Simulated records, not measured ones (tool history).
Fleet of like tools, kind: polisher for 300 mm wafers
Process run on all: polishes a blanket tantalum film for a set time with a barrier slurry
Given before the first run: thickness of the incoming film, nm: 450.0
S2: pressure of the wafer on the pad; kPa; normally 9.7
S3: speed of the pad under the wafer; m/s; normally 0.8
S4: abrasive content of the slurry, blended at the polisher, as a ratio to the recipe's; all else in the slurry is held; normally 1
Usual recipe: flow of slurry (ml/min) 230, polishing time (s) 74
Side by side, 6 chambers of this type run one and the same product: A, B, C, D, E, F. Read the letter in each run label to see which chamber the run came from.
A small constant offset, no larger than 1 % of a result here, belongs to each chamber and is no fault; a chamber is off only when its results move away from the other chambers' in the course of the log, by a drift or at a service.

{"run": "1A", "hour": 4.2, "flow of slurry (ml/min)": 230, "S2": 9.7, "S3": 0.8, "S4": 1, "polishing time (s)": 74, "film removed (angstrom)": 689.6}
{"hour": 5.6, "done": "chamber D: slurry blender recalibrated"}
{"run": "2B", "hour": 6.7, "flow of slurry (ml/min)": 230, "S2": 9.7, "S3": 0.8, "S4": 1, "polishing time (s)": 74, "film removed (angstrom)": 696.05}
{"run": "3E", "hour": 10.7, "flow of slurry (ml/min)": 230, "S2": 9.7, "S3": 0.8, "S4": 1, "polishing time (s)": 74, "film removed (angstrom)": 692.62}
{"run": "4C", "hour": 14.4, "flow of slurry (ml/min)": 230, "S2": 9.7, "S3": 0.8, "S4": 1, "polishing time (s)": 74, "film removed (angstrom)": 700.37}
{"run": "5D", "hour": 20.1, "flow of slurry (ml/min)": 230, "S2": 9.7, "S3": 0.8, "S4": 1, "polishing time (s)": 74, "film removed (angstrom)": 696.56}
{"run": "6F", "hour": 25.1, "flow of slurry (ml/min)": 230, "S2": 9.7, "S3": 0.8, "S4": 1, "polishing time (s)": 74, "film removed (angstrom)": 690.87}
{"hour": 30.1, "done": "chamber C: worn pad replaced by a new one"}
{"run": "7E", "hour": 30.1, "flow of slurry (ml/min)": 230, "S2": 9.7, "S3": 0.8, "S4": 1, "polishing time (s)": 74, "film removed (angstrom)": 694.97}
{"run": "8B", "hour": 32.9, "flow of slurry (ml/min)": 230, "S2": 9.7, "S3": 0.8, "S4": 1, "polishing time (s)": 74, "film removed (angstrom)": 703.86}
{"run": "9F", "hour": 38.5, "flow of slurry (ml/min)": 230, "S2": 9.7, "S3": 0.8, "S4": 1, "polishing time (s)": 74, "film removed (angstrom)": 695.49}
{"run": "10C", "hour": 41.4, "flow of slurry (ml/min)": 230, "S2": 9.7, "S3": 0.8, "S4": 1, "polishing time (s)": 74, "film removed (angstrom)": 703.93}
{"hour": 43.4, "done": "chamber F: slurry blender recalibrated"}
{"run": "11D", "hour": 46.3, "flow of slurry (ml/min)": 230, "S2": 9.7, "S3": 0.8, "S4": 1, "polishing time (s)": 74, "film removed (angstrom)": 703.5}
{"run": "12A", "hour": 49.1, "flow of slurry (ml/min)": 230, "S2": 9.7, "S3": 0.8, "S4": 1, "polishing time (s)": 74, "film removed (angstrom)": 668.5}
{"run": "13F", "hour": 54.2, "flow of slurry (ml/min)": 230, "S2": 9.7, "S3": 0.8, "S4": 1, "polishing time (s)": 74, "film removed (angstrom)": 688.4}
{"run": "14A", "hour": 59.7, "flow of slurry (ml/min)": 230, "S2": 9.7, "S3": 0.8, "S4": 1, "polishing time (s)": 74, "film removed (angstrom)": 679.45}
{"hour": 62.0, "done": "chamber D: worn pad replaced by a new one"}
{"run": "15E", "hour": 65.1, "flow of slurry (ml/min)": 230, "S2": 9.7, "S3": 0.8, "S4": 1, "polishing time (s)": 74, "film removed (angstrom)": 702.94}
{"hour": 68.9, "done": "chamber F: slurry nozzle cleaned"}
{"run": "16B", "hour": 69.7, "flow of slurry (ml/min)": 230, "S2": 9.7, "S3": 0.8, "S4": 1, "polishing time (s)": 91, "film removed (angstrom)": 847.22}
{"run": "17C", "hour": 73.2, "flow of slurry (ml/min)": 230, "S2": 9.7, "S3": 0.8, "S4": 1, "polishing time (s)": 91, "film removed (angstrom)": 873.34}
{"hour": 74.5, "done": "chamber E: slurry nozzle cleaned"}
{"hour": 75.7, "done": "chamber E: slurry blender recalibrated"}
{"run": "18D", "hour": 77.5, "flow of slurry (ml/min)": 230, "S2": 9.7, "S3": 0.8, "S4": 1, "polishing time (s)": 91, "film removed (angstrom)": 856.01}
{"run": "19F", "hour": 82.4, "flow of slurry (ml/min)": 230, "S2": 9.7, "S3": 0.8, "S4": 1, "polishing time (s)": 91, "film removed (angstrom)": 846.3}
{"run": "20C", "hour": 87.0, "flow of slurry (ml/min)": 230, "S2": 9.7, "S3": 0.8, "S4": 1, "polishing time (s)": 91, "film removed (angstrom)": 858.93}
{"run": "21E", "hour": 91.5, "flow of slurry (ml/min)": 230, "S2": 9.7, "S3": 0.8, "S4": 1, "polishing time (s)": 91, "film removed (angstrom)": 853.54}
{"run": "22D", "hour": 94.2, "flow of slurry (ml/min)": 230, "S2": 9.7, "S3": 0.8, "S4": 1, "polishing time (s)": 74, "film removed (angstrom)": 685.27}
{"run": "23A", "hour": 99.7, "flow of slurry (ml/min)": 230, "S2": 9.7, "S3": 0.8, "S4": 1, "polishing time (s)": 74, "film removed (angstrom)": 659.51}
{"hour": 100.7, "done": "chamber B: worn pad replaced by a new one"}
{"run": "24B", "hour": 104.5, "flow of slurry (ml/min)": 230, "S2": 9.7, "S3": 0.8, "S4": 1, "polishing time (s)": 74, "film removed (angstrom)": 691.85}
{"run": "25B", "hour": 109.4, "flow of slurry (ml/min)": 230, "S2": 9.7, "S3": 0.8, "S4": 1, "polishing time (s)": 74, "film removed (angstrom)": 692.54}
{"run": "26A", "hour": 114.0, "flow of slurry (ml/min)": 230, "S2": 9.7, "S3": 0.8, "S4": 1, "polishing time (s)": 74, "film removed (angstrom)": 656.82}
{"run": "27E", "hour": 118.4, "flow of slurry (ml/min)": 230, "S2": 9.7, "S3": 0.8, "S4": 1, "polishing time (s)": 74, "film removed (angstrom)": 698.63}
{"hour": 118.6, "done": "chamber B: slurry nozzle cleaned"}
{"hour": 120.2, "done": "chamber D: slurry blender recalibrated"}
{"run": "28F", "hour": 121.7, "flow of slurry (ml/min)": 230, "S2": 9.7, "S3": 0.8, "S4": 1, "polishing time (s)": 74, "film removed (angstrom)": 699.61}
{"run": "29C", "hour": 124.3, "flow of slurry (ml/min)": 230, "S2": 9.7, "S3": 0.8, "S4": 1, "polishing time (s)": 74, "film removed (angstrom)": 708.3}
{"hour": 125.1, "done": "chamber F: worn pad replaced by a new one"}
{"run": "30D", "hour": 129.7, "flow of slurry (ml/min)": 230, "S2": 9.7, "S3": 0.8, "S4": 1, "polishing time (s)": 74, "film removed (angstrom)": 687.98}
{"run": "31F", "hour": 133.1, "flow of slurry (ml/min)": 230, "S2": 9.7, "S3": 0.8, "S4": 1, "polishing time (s)": 74, "film removed (angstrom)": 686.23}
{"hour": 134.1, "done": "chamber C: slurry nozzle cleaned"}
{"hour": 135.1, "done": "chamber E: worn pad replaced by a new one"}
{"run": "32C", "hour": 138.3, "flow of slurry (ml/min)": 230, "S2": 9.7, "S3": 0.8, "S4": 1, "polishing time (s)": 74, "film removed (angstrom)": 701.58}
{"run": "33B", "hour": 141.0, "flow of slurry (ml/min)": 230, "S2": 9.7, "S3": 0.8, "S4": 1, "polishing time (s)": 74, "film removed (angstrom)": 695.12}
{"hour": 141.2, "done": "chamber E: head pressure recalibrated"}
{"run": "34A", "hour": 143.4, "flow of slurry (ml/min)": 230, "S2": 9.7, "S3": 0.8, "S4": 1, "polishing time (s)": 93, "film removed (angstrom)": 823.96}
{"run": "35D", "hour": 147.5, "flow of slurry (ml/min)": 230, "S2": 9.7, "S3": 0.8, "S4": 1, "polishing time (s)": 93, "film removed (angstrom)": 881.19}
{"run": "36E", "hour": 152.2, "flow of slurry (ml/min)": 230, "S2": 9.7, "S3": 0.8, "S4": 1, "polishing time (s)": 93, "film removed (angstrom)": 872.85}
{"run": "37C", "hour": 154.9, "flow of slurry (ml/min)": 230, "S2": 9.7, "S3": 0.8, "S4": 1, "polishing time (s)": 93, "film removed (angstrom)": 892.68}
{"run": "38B", "hour": 159.3, "flow of slurry (ml/min)": 230, "S2": 9.7, "S3": 0.8, "S4": 1, "polishing time (s)": 93, "film removed (angstrom)": 878.78}
{"run": "39E", "hour": 161.9, "flow of slurry (ml/min)": 230, "S2": 9.7, "S3": 0.8, "S4": 1, "polishing time (s)": 93, "film removed (angstrom)": 869.77}
{"run": "40F", "hour": 167.2, "flow of slurry (ml/min)": 230, "S2": 9.7, "S3": 0.8, "S4": 1, "polishing time (s)": 74, "film removed (angstrom)": 700.85}

Decide between three cases: one chamber stands off from its peers, the gauge reading all wafers drifts, or nothing is wrong past each chamber's small offset. Where a chamber is off, say which and what most likely put it there.

Chamber A drifts away from the others.
What lies behind it: removal rate lost through wear of the pad, % = 7.51.
From this log alone, it may not be told apart from: slurry flow missing at the pad, %; head's pressure below its setpoint, %; abrasive missing from the slurry, %.

Which of the 4 candidates below, each the usual settings with something changed and its results left as question marks, puts chamber A back in line with what the other chambers give on the usual settings?
In line means no further than this from the other chambers' mean on the usual settings: film removed (angstrom) 21
{"run": "41A-1", "hour": 171.3, "flow of slurry (ml/min)": 230, "S2": 9.7, "S3": 0.8, "S4": 1, "polishing time (s)": 80, "film removed (angstrom)": "?"}
{"run": "41A-2", "hour": 171.3, "flow of slurry (ml/min)": 230, "S2": 9.7, "S3": 0.8, "S4": 1, "polishing time (s)": 72, "film removed (angstrom)": "?"}
{"run": "41A-3", "hour": 171.3, "flow of slurry (ml/min)": 140, "S2": 9.7, "S3": 0.8, "S4": 1, "polishing time (s)": 74, "film removed (angstrom)": "?"}
{"run": "41A-4", "hour": 171.3, "flow of slurry (ml/min)": 230, "S2": 9.7, "S3": 0.82, "S4": 1, "polishing time (s)": 75, "film removed (angstrom)": "?"}

The other chambers' mean on the usual settings: film removed (angstrom) 696.47
run=41A-1 film_removed_(angstrom)=692.91
run=41A-2 film_removed_(angstrom)=623.61
run=41A-3 film_removed_(angstrom)=596.89
run=41A-4 film_removed_(angstrom)=665.6
The answer is 41A-1, which returns the chamber to within the allowed miss of the others.

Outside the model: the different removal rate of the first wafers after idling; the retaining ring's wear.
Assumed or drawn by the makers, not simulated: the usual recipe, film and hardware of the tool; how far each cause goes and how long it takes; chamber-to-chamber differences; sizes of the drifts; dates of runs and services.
